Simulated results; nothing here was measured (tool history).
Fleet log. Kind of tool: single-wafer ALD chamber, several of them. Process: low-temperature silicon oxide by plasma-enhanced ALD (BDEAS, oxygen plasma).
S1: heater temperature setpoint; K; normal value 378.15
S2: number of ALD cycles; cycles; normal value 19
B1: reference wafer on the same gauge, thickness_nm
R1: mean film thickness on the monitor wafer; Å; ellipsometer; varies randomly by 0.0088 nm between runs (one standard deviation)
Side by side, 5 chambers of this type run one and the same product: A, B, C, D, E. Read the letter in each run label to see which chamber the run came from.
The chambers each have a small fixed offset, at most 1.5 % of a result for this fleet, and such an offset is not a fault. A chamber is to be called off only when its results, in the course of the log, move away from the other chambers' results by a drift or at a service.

run,day,S1,S2,B1,R1
1A,0.196,378.15,19,2.2719,27
2E,0.438,378.15,19,2.27,26.809
3B,0.725,378.15,19,2.2699,26.584
4C,0.996,378.15,19,2.271,26.93
5D,1.233,378.15,19,2.2705,26.803
6A,1.454,378.15,19,2.2703,27.074
7B,1.746,378.15,19,2.2677,26.67
8C,1.962,378.15,19,2.2683,26.866
9E,2.154,378.15,19,2.27,26.841
10D,2.392,378.15,19,2.2703,26.578
11D,2.571,378.15,19,2.2694,26.671
12C,2.842,378.15,19,2.2677,26.988
13B,3.054,378.15,19,2.2677,26.578
14E,3.267,378.15,19,2.2698,26.848
15A,3.446,378.15,19,2.2719,26.956
16B,3.692,378.15,19,2.2712,26.561
17A,3.912,378.15,19,2.2698,27.026
18E,4.138,378.15,19,2.271,26.819
19C,4.442,378.15,19,2.2698,27.136
20D,4.667,378.15,19,2.2703,26.689
21B,4.967,378.15,19,2.2686,26.553
22E,5.133,378.15,19,2.2701,26.882
23D,5.425,368.15,21,2.2705,30.221
24C,5.708,368.15,21,2.2701,30.736
25A,6.008,368.15,21,2.2723,30.934
26A,6.188,368.15,21,2.2697,30.585
27C,6.429,368.15,21,2.2705,30.614
28D,6.571,378.15,19,2.2694,26.565
29E,6.775,378.15,21,2.2686,29.488
30B,6.996,378.15,21,2.272,29.401
31A,7.221,378.15,21,2.2714,29.891
32B,7.429,378.15,21,2.269,29.212

Read the log: is a single chamber off, either drifting away or since a service, is the gauge that measures every chamber drifting, or is nothing wrong beyond small per-chamber offsets? Name any odd chamber and what most likely caused it.

No chamber stands off beyond its own small offset, and the gauge holds steady.

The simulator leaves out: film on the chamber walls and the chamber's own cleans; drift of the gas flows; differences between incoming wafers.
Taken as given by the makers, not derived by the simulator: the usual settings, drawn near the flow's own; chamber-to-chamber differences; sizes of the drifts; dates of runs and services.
